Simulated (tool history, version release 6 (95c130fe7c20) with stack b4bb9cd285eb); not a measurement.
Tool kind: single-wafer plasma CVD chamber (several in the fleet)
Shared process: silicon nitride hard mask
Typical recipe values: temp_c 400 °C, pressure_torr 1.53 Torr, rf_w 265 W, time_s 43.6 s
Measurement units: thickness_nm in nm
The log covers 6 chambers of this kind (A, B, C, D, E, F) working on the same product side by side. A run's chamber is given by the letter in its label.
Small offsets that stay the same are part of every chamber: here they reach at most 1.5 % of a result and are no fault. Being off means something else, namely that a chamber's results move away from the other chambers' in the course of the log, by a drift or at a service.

run,hour,temp_c,pressure_torr,rf_w,time_s,"read-back reference wafer on the same gauge, thickness_nm",thickness_nm
1A,5.7,400,1.53,265,43.6,49.092,46.061
2B,12.4,400,1.53,265,43.6,49.081,45.752
3F,18.2,400,1.53,265,43.6,49.068,45.116
4E,24.6,400,1.53,265,43.6,49.067,45.2
5C,27.5,400,1.53,265,43.6,49.048,45.543
6D,32.9,400,1.53,265,43.6,49.059,45.307
7A,36.3,400,1.53,265,43.6,49.041,46.097
8D,42.1,400,1.53,265,43.6,49.038,45.351
9C,48.1,400,1.53,265,43.6,49.009,45.425
10E,52.1,400,1.53,265,35.5,49.003,36.78
11B,55.4,400,1.53,265,35.5,49.029,37.126
12F,58.6,400,1.53,265,35.5,49.009,36.86
13D,61.5,400,1.53,265,35.5,49.004,36.87
14A,65.4,400,1.53,265,35.5,48.998,37.506
15E,70.7,400,1.53,265,35.5,48.984,36.688
16F,73.6,400,1.53,265,43.6,48.991,45.281
17C,78.6,400,1.53,265,43.6,48.976,45.316
18B,81.7,386,1.53,265,43.6,48.954,45.932
19B,85.4,386,1.53,265,43.6,48.942,45.933
20D,88.5,386,1.53,265,43.6,48.938,45.268
21C,92.1,386,1.53,265,43.6,48.938,45.668
22F,96,386,1.53,265,43.6,48.939,45.474
23A,101.2,386,1.53,265,43.6,48.944,46.102
24E,105.9,400,1.53,265,43.6,48.912,45.051
25E,109.5,400,1.53,265,43.6,48.94,45.137
26F,112.8,400,1.53,265,43.6,48.907,45.085
27D,117.9,400,1.53,265,48,48.911,49.686
# hour 121.2: chamber B: capacitance manometer re-zeroed and calibrated
28C,123.8,400,1.53,265,48,48.881,49.893
29B,129.3,400,1.53,265,48,48.896,50.161
30A,135.9,400,1.53,265,48,48.854,50.614
31C,142.3,400,1.53,265,48,48.857,49.856
32F,146.7,400,1.53,265,48,48.853,49.763
33A,153.1,400,1.53,265,43.6,48.848,45.849
34D,159.6,400,1.53,265,43.6,48.829,44.966
35B,164.4,400,1.53,265,43.6,48.82,45.368
36E,167.4,400,1.53,265,43.6,48.795,45.132
37B,172.5,400,1.53,265,39.3,48.806,40.961
38E,175.9,400,1.53,265,39.3,48.794,40.391

All chambers now run identical settings, listed one chamber a line with results as question marks. What results will each chamber show?
39A,180.7,400,1.53,245,43.6,,?
39B,180.7,400,1.53,245,43.6,,?
39C,180.7,400,1.53,245,43.6,,?
39D,180.7,400,1.53,245,43.6,,?
39E,180.7,400,1.53,245,43.6,,?
39F,180.7,400,1.53,245,43.6,,?

run,thickness_nm
39A,43.391
39B,42.992
39C,42.934
39D,42.513
39E,42.52
39F,42.63
